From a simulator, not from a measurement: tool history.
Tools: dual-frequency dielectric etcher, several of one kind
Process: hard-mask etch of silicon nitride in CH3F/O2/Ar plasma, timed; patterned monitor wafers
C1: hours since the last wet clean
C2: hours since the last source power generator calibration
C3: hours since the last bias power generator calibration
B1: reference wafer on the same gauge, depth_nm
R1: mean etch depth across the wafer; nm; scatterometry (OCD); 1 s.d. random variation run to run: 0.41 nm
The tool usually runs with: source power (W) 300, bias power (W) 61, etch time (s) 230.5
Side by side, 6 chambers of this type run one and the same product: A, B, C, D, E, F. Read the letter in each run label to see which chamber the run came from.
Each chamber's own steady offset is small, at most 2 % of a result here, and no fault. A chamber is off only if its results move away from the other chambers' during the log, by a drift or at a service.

run 1D hour=9.4 | source_power_(W)=300 bias_power_(W)=61 etch_time_(s)=230.5 | C1=338.8 C2=3307.2 C3=226.6 | B1=148.92 | R1=137.18
run 2C hour=18.4 | source_power_(W)=300 bias_power_(W)=61 etch_time_(s)=230.5 | C1=669.7 C2=4065.3 C3=98.7 | B1=149.02 | R1=139.14
run 3F hour=23.2 | source_power_(W)=300 bias_power_(W)=61 etch_time_(s)=230.5 | C1=223.6 C2=1733.0 C3=465.2 | B1=149.05 | R1=135.43
-- hour=23.4 chamber B: wet clean of the chamber
run 4A hour=33.2 | source_power_(W)=300 bias_power_(W)=61 etch_time_(s)=230.5 | C1=404.2 C2=1455.6 C3=1406.8 | B1=148.95 | R1=136.70
-- hour=42.0 chamber C: wet clean of the chamber
run 5E hour=42.2 | source_power_(W)=300 bias_power_(W)=61 etch_time_(s)=230.5 | C1=191.1 C2=2017.7 C3=1840.1 | B1=148.95 | R1=135.29
run 6B hour=53.4 | source_power_(W)=300 bias_power_(W)=61 etch_time_(s)=230.5 | C1=30.0 C2=469.7 C3=1931.5 | B1=148.86 | R1=137.25
run 7E hour=63.9 | source_power_(W)=300 bias_power_(W)=61 etch_time_(s)=230.5 | C1=212.8 C2=2039.4 C3=1861.8 | B1=148.96 | R1=136.35
run 8F hour=74.7 | source_power_(W)=340 bias_power_(W)=61 etch_time_(s)=193.0 | C1=275.1 C2=1784.5 C3=516.7 | B1=148.95 | R1=120.14
run 9D hour=82.6 | source_power_(W)=340 bias_power_(W)=61 etch_time_(s)=193.0 | C1=412.0 C2=3380.4 C3=299.8 | B1=148.95 | R1=120.18
run 10A hour=88.6 | source_power_(W)=340 bias_power_(W)=61 etch_time_(s)=193.0 | C1=459.6 C2=1511.0 C3=1462.2 | B1=148.99 | R1=120.40
run 11B hour=95.1 | source_power_(W)=340 bias_power_(W)=61 etch_time_(s)=193.0 | C1=71.7 C2=511.4 C3=1973.2 | B1=148.96 | R1=120.08
run 12C hour=100.0 | source_power_(W)=340 bias_power_(W)=61 etch_time_(s)=193.0 | C1=58.0 C2=4146.9 C3=180.3 | B1=149.07 | R1=121.30
run 13A hour=108.2 | source_power_(W)=340 bias_power_(W)=61 etch_time_(s)=193.0 | C1=479.2 C2=1530.6 C3=1481.8 | B1=149.05 | R1=121.03
run 14D hour=116.7 | source_power_(W)=300 bias_power_(W)=52 etch_time_(s)=255.0 | C1=446.1 C2=3414.5 C3=333.9 | B1=148.95 | R1=143.73
run 15B hour=127.4 | source_power_(W)=300 bias_power_(W)=52 etch_time_(s)=255.0 | C1=104.0 C2=543.7 C3=2005.5 | B1=148.92 | R1=143.71
-- hour=134.1 chamber A: wet clean of the chamber
run 16F hour=136.1 | source_power_(W)=300 bias_power_(W)=52 etch_time_(s)=255.0 | C1=336.5 C2=1845.9 C3=578.1 | B1=148.95 | R1=144.62
run 17C hour=144.2 | source_power_(W)=300 bias_power_(W)=52 etch_time_(s)=255.0 | C1=102.2 C2=4191.1 C3=224.5 | B1=149.04 | R1=146.52
run 18E hour=149.1 | source_power_(W)=300 bias_power_(W)=52 etch_time_(s)=255.0 | C1=298.0 C2=2124.6 C3=1947.0 | B1=148.97 | R1=142.06
run 19E hour=155.2 | source_power_(W)=300 bias_power_(W)=52 etch_time_(s)=255.0 | C1=304.1 C2=2130.7 C3=1953.1 | B1=148.95 | R1=143.05
-- hour=157.9 chamber D: wet clean of the chamber
run 20F hour=162.0 | source_power_(W)=300 bias_power_(W)=61 etch_time_(s)=230.5 | C1=362.4 C2=1871.8 C3=604.0 | B1=149.15 | R1=138.58
run 21B hour=167.9 | source_power_(W)=300 bias_power_(W)=61 etch_time_(s)=230.5 | C1=144.5 C2=584.2 C3=2046.0 | B1=149.12 | R1=136.95
run 22C hour=173.3 | source_power_(W)=300 bias_power_(W)=61 etch_time_(s)=230.5 | C1=131.3 C2=4220.2 C3=253.6 | B1=148.93 | R1=138.07
run 23A hour=178.7 | source_power_(W)=300 bias_power_(W)=61 etch_time_(s)=230.5 | C1=44.6 C2=1601.1 C3=1552.3 | B1=148.89 | R1=136.41
-- hour=182.8 chamber B: bias power generator calibrated
run 24D hour=186.4 | source_power_(W)=300 bias_power_(W)=61 etch_time_(s)=230.5 | C1=28.6 C2=3484.2 C3=403.6 | B1=149.05 | R1=137.03
run 25A hour=197.3 | source_power_(W)=300 bias_power_(W)=61 etch_time_(s)=230.5 | C1=63.2 C2=1619.7 C3=1570.9 | B1=149.03 | R1=137.10
run 26B hour=208.0 | source_power_(W)=300 bias_power_(W)=61 etch_time_(s)=230.5 | C1=184.6 C2=624.3 C3=25.3 | B1=149.04 | R1=136.74
run 27C hour=215.3 | source_power_(W)=300 bias_power_(W)=61 etch_time_(s)=230.5 | C1=173.3 C2=4262.2 C3=295.6 | B1=148.93 | R1=138.97
run 28E hour=224.2 | source_power_(W)=300 bias_power_(W)=61 etch_time_(s)=230.5 | C1=373.1 C2=2199.7 C3=2022.1 | B1=149.01 | R1=136.10
run 29D hour=234.9 | source_power_(W)=300 bias_power_(W)=61 etch_time_(s)=230.5 | C1=77.1 C2=3532.7 C3=452.1 | B1=148.97 | R1=137.43
-- hour=235.4 chamber E: wet clean of the chamber
run 30F hour=240.5 | source_power_(W)=300 bias_power_(W)=61 etch_time_(s)=230.5 | C1=440.9 C2=1950.3 C3=682.5 | B1=148.94 | R1=140.37
run 31B hour=249.7 | source_power_(W)=300 bias_power_(W)=61 etch_time_(s)=230.5 | C1=226.3 C2=666.0 C3=67.0 | B1=149.08 | R1=137.42
run 32E hour=256.8 | source_power_(W)=300 bias_power_(W)=61 etch_time_(s)=230.5 | C1=21.4 C2=2232.3 C3=2054.7 | B1=149.05 | R1=136.23
run 33C hour=264.5 | source_power_(W)=300 bias_power_(W)=61 etch_time_(s)=230.5 | C1=222.5 C2=4311.4 C3=344.8 | B1=149.07 | R1=139.90
run 34F hour=270.4 | source_power_(W)=300 bias_power_(W)=61 etch_time_(s)=230.5 | C1=470.8 C2=1980.2 C3=712.4 | B1=148.89 | R1=140.91
run 35A hour=278.0 | source_power_(W)=300 bias_power_(W)=61 etch_time_(s)=230.5 | C1=143.9 C2=1700.4 C3=1651.6 | B1=148.98 | R1=137.29
run 36D hour=285.0 | source_power_(W)=300 bias_power_(W)=61 etch_time_(s)=230.5 | C1=127.2 C2=3582.8 C3=502.2 | B1=149.03 | R1=137.12
run 37D hour=289.9 | source_power_(W)=300 bias_power_(W)=61 etch_time_(s)=230.5 | C1=132.1 C2=3587.7 C3=507.1 | B1=149.03 | R1=137.27
run 38F hour=300.5 | source_power_(W)=300 bias_power_(W)=71 etch_time_(s)=191.0 | C1=500.9 C2=2010.3 C3=742.5 | B1=148.99 | R1=123.89

What goes on in this fleet: one chamber off, a drifting gauge, or nothing beyond the chambers' own small offsets? Name the chamber and the cause, if any.

Chamber F drifts away from the others.
Cause: etch rate over this chamber's usual, % = 4.35.

Here are 4 candidates for chamber F's next run, each the usual settings with a change, their results left as question marks. Which one brings its results back in line with what the others give on the usual settings?
Allowed miss from the other chambers' usual-settings mean, per result, to count as in line: R1 1.50 nm
run 39F-1 hour=308.5 | source_power_(W)=350 bias_power_(W)=61 etch_time_(s)=230.5 | R1=?
run 39F-2 hour=308.5 | source_power_(W)=300 bias_power_(W)=60 etch_time_(s)=218.5 | R1=?
run 39F-3 hour=308.5 | source_power_(W)=300 bias_power_(W)=61 etch_time_(s)=224.5 | R1=?
run 39F-4 hour=308.5 | source_power_(W)=300 bias_power_(W)=67 etch_time_(s)=230.5 | R1=?

Usual-settings mean across the other chambers: R1 137.29 nm
run=39F-1 R1=150.10
run=39F-2 R1=133.51
run=39F-3 R1=137.94
run=39F-4 R1=146.24
The answer is 39F-3, which returns the chamber to within the allowed miss of the others.
